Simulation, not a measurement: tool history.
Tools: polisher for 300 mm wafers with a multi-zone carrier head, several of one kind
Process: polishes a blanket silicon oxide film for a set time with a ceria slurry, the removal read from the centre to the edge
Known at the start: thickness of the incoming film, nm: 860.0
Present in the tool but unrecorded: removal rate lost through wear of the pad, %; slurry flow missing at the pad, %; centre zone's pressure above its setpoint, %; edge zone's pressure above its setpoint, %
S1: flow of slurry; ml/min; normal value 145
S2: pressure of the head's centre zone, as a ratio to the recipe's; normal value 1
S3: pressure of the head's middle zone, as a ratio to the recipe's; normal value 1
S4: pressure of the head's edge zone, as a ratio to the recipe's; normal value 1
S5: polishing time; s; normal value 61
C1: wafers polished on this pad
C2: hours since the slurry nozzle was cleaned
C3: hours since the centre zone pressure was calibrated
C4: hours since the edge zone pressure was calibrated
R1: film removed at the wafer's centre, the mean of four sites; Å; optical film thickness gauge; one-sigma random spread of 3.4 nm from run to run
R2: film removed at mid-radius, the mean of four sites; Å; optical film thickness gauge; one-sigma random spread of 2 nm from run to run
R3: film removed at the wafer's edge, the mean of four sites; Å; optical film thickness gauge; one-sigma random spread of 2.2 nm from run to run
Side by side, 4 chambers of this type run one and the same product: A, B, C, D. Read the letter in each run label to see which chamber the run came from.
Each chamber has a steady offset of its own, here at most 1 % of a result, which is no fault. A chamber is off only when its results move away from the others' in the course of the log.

-- hour=12 chamber D: worn pad replaced by a new one
run 1A hour=13.3 | S1=145 S2=1 S3=1 S4=1 S5=61 | C1=806 C2=423.9 C3=554.2 C4=482.7 | R1=2962.2 R2=2961.3 R3=2989.3
run 2D hour=26.8 | S1=145 S2=1 S3=1 S4=1 S5=61 | C1=157 C2=97.9 C3=178.5 C4=1213.1 | R1=2896.2 R2=2989.8 R3=2988.3
run 3C hour=37.9 | S1=145 S2=1 S3=1 S4=1 S5=61 | C1=524 C2=466.7 C3=694 C4=855.1 | R1=2967.1 R2=2951 R3=2952.7
run 4B hour=49.1 | S1=145 S2=1 S3=1 S4=1 S5=61 | C1=572 C2=417 C3=666.1 C4=990.5 | R1=2914.5 R2=2966.2 R3=2965.4
-- hour=57.5 chamber A: worn pad replaced by a new one
run 5C hour=60.2 | S1=145 S2=1 S3=1 S4=1 S5=61 | C1=760 C2=489 C3=716.3 C4=877.4 | R1=2936.1 R2=2944 R3=2985.2
-- hour=66.6 chamber B: edge zone pressure recalibrated
-- hour=68.6 chamber B: worn pad replaced by a new one
run 6A hour=68.7 | S1=145 S2=1 S3=1 S4=1 S5=61 | C1=119 C2=479.3 C3=609.6 C4=538.1 | R1=2997.2 R2=2958.3 R3=2968.2
-- hour=75.6 chamber A: edge zone pressure recalibrated
-- hour=81.5 chamber C: worn pad replaced by a new one
run 7D hour=82.5 | S1=145 S2=1 S3=1 S4=1 S5=61 | C1=748 C2=153.6 C3=234.2 C4=1268.8 | R1=2883.9 R2=2960.8 R3=3014
run 8B hour=94.1 | S1=145 S2=1 S3=1 S4=1 S5=61 | C1=271 C2=462 C3=711.1 C4=27.6 | R1=2886.8 R2=2949.3 R3=2949.8
-- hour=100.4 chamber D: worn pad replaced by a new one
run 9C hour=104.8 | S1=145 S2=1 S3=1.07 S4=1 S5=61 | C1=247 C2=533.6 C3=760.9 C4=922 | R1=2936.2 R2=3141.8 R3=2913.9
run 10B hour=119.1 | S1=145 S2=1 S3=1.07 S4=1 S5=61 | C1=536 C2=487 C3=736.1 C4=52.6 | R1=2926.6 R2=3132 R3=2937.1
run 11D hour=130.3 | S1=145 S2=1 S3=1.07 S4=1 S5=61 | C1=317 C2=201.4 C3=282 C4=1316.6 | R1=2914.9 R2=3129.3 R3=2994.9
-- hour=135 chamber C: slurry nozzle cleaned
run 12A hour=136.8 | S1=145 S2=1 S3=1.07 S4=1 S5=61 | C1=842 C2=547.4 C3=677.7 C4=61.3 | R1=2916.5 R2=3135.8 R3=2950.2
run 13D hour=150.5 | S1=145 S2=0.9 S3=0.94 S4=1 S5=61 | C1=532 C2=221.6 C3=302.2 C4=1336.8 | R1=2601.5 R2=2826 R3=2954.7
-- hour=151.8 chamber B: worn pad replaced by a new one
-- hour=156.8 chamber C: worn pad replaced by a new one
-- hour=160.5 chamber D: slurry nozzle cleaned
run 14A hour=163.9 | S1=145 S2=0.9 S3=0.94 S4=1 S5=61 | C1=1130 C2=574.5 C3=704.8 C4=88.4 | R1=2662.4 R2=2840.5 R3=2969.9
run 15C hour=174.9 | S1=145 S2=0.9 S3=0.94 S4=1 S5=61 | C1=192 C2=39.9 C3=831 C4=992.1 | R1=2674.3 R2=2809.4 R3=2904.6
-- hour=181.2 chamber D: worn pad replaced by a new one
run 16B hour=189.4 | S1=145 S2=0.9 S3=0.94 S4=1 S5=61 | C1=399 C2=557.3 C3=806.4 C4=122.9 | R1=2646.1 R2=2828.6 R3=2984.6
-- hour=196.8 chamber A: worn pad replaced by a new one
-- hour=200.1 chamber D: edge zone pressure recalibrated
run 17D hour=203.9 | S1=145 S2=1 S3=1 S4=1 S5=61 | C1=241 C2=43.5 C3=355.6 C4=3.9 | R1=2866.8 R2=2975.9 R3=2972.9
run 18B hour=215 | S1=145 S2=1 S3=1.12 S4=0.9 S5=61 | C1=671 C2=582.9 C3=832 C4=148.5 | R1=2940.3 R2=3307.3 R3=2805.3
run 19A hour=222 | S1=145 S2=1 S3=1.12 S4=0.9 S5=61 | C1=268 C2=632.6 C3=762.9 C4=146.5 | R1=2946.3 R2=3259.7 R3=2797.1
-- hour=231.8 chamber B: worn pad replaced by a new one
-- hour=234.8 chamber D: centre zone pressure recalibrated
run 20C hour=235.4 | S1=145 S2=1 S3=1.12 S4=0.9 S5=61 | C1=834 C2=100.4 C3=891.5 C4=1052.6 | R1=2888.5 R2=3263.5 R3=2801.5
run 21B hour=246.5 | S1=145 S2=1 S3=1.12 S4=0.9 S5=61 | C1=156 C2=614.4 C3=863.5 C4=180 | R1=2904.7 R2=3269.2 R3=2761
-- hour=251.8 chamber C: worn pad replaced by a new one
-- hour=253.8 chamber D: worn pad replaced by a new one
run 22C hour=258 | S1=145 S2=1 S3=1 S4=1 S5=61 | C1=66 C2=123 C3=914.1 C4=1075.2 | R1=2947 R2=2933.5 R3=2916.7
run 23D hour=269.9 | S1=145 S2=1 S3=1 S4=1 S5=61 | C1=171 C2=109.5 C3=35.2 C4=69.9 | R1=2950.2 R2=2975.7 R3=2979
run 24A hour=283.1 | S1=145 S2=1 S3=1 S4=1 S5=61 | C1=916 C2=693.7 C3=824 C4=207.6 | R1=2934.4 R2=2977.9 R3=2967.2
run 25D hour=295.5 | S1=145 S2=1 S3=1 S4=1 S5=61 | C1=443 C2=135.1 C3=60.8 C4=95.5 | R1=2993.8 R2=2927.6 R3=2963.8
run 26C hour=309.2 | S1=145 S2=1 S3=1 S4=1 S5=61 | C1=610 C2=174.2 C3=965.3 C4=1126.4 | R1=2939.4 R2=2995.8 R3=2963
-- hour=320 chamber A: worn pad replaced by a new one
run 27B hour=322 | S1=145 S2=1 S3=1 S4=1 S5=61 | C1=957 C2=689.9 C3=939 C4=255.5 | R1=2920.1 R2=2950.7 R3=2938.2
-- hour=322.5 chamber B: worn pad replaced by a new one
-- hour=332.1 chamber A: slurry nozzle cleaned
run 28A hour=333.1 | S1=145 S2=1 S3=1 S4=1 S5=61 | C1=139 C2=1.1 C3=874 C4=257.6 | R1=2936.6 R2=2944.2 R3=2982
-- hour=335.5 chamber D: worn pad replaced by a new one
run 29C hour=342.6 | S1=145 S2=1 S3=1 S4=1 S5=61 | C1=964 C2=207.6 C3=998.7 C4=1159.8 | R1=2938.6 R2=2943.4 R3=2947.8
-- hour=348 chamber C: worn pad replaced by a new one
run 30A hour=349.2 | S1=145 S2=1 S3=1 S4=1 S5=61 | C1=310 C2=17.2 C3=890.1 C4=273.7 | R1=2927.9 R2=2968.9 R3=2996.4
-- hour=355 chamber C: edge zone pressure recalibrated
run 31B hour=356.2 | S1=145 S2=1 S3=0.89 S4=1 S5=61 | C1=358 C2=724.1 C3=973.2 C4=289.7 | R1=2909.8 R2=2653 R3=2927.3
-- hour=357.8 chamber B: slurry nozzle cleaned
run 32D hour=367.5 | S1=145 S2=1 S3=0.89 S4=1 S5=61 | C1=339 C2=207.1 C3=132.8 C4=167.5 | R1=2953.2 R2=2638.1 R3=2971.4
run 33B hour=375.5 | S1=145 S2=1 S3=0.89 S4=1 S5=61 | C1=563 C2=17.7 C3=992.5 C4=309 | R1=2879 R2=2678.3 R3=2907.1
run 34C hour=390.1 | S1=145 S2=1 S3=0.89 S4=1 S5=61 | C1=447 C2=255.1 C3=1046.2 C4=35.2 | R1=2963.7 R2=2667.5 R3=2943.8
run 35A hour=397.3 | S1=100 S2=1 S3=1.05 S4=1 S5=61 | C1=820 C2=65.3 C3=938.2 C4=321.8 | R1=2662.2 R2=2789.3 R3=2815.7
run 36D hour=411.6 | S1=100 S2=1 S3=1.05 S4=1 S5=61 | C1=807 C2=251.2 C3=176.9 C4=211.6 | R1=2684 R2=2882.3 R3=2772.3
run 37C hour=419.1 | S1=100 S2=1 S3=1.05 S4=1 S5=61 | C1=755 C2=284.1 C3=1075.2 C4=64.2 | R1=2678.6 R2=2841.5 R3=2754.1

All 4 chambers run these settings next. Forecast each chamber's results:
run 38A hour=429.6 | S1=145 S2=1 S3=1 S4=1 S5=61 | R1=? R2=? R3=?
run 38B hour=429.6 | S1=145 S2=1 S3=1 S4=1 S5=61 | R1=? R2=? R3=?
run 38C hour=429.6 | S1=145 S2=1 S3=1 S4=1 S5=61 | R1=? R2=? R3=?
run 38D hour=429.6 | S1=145 S2=1 S3=1 S4=1 S5=61 | R1=? R2=? R3=?

run=38A R1=2906.7 R2=2971.7 R3=2952
run=38B R1=2930.3 R2=2956.8 R3=3000.2
run=38C R1=2961.9 R2=2954.7 R3=2952.2
run=38D R1=2934 R2=2920.8 R3=2965.5

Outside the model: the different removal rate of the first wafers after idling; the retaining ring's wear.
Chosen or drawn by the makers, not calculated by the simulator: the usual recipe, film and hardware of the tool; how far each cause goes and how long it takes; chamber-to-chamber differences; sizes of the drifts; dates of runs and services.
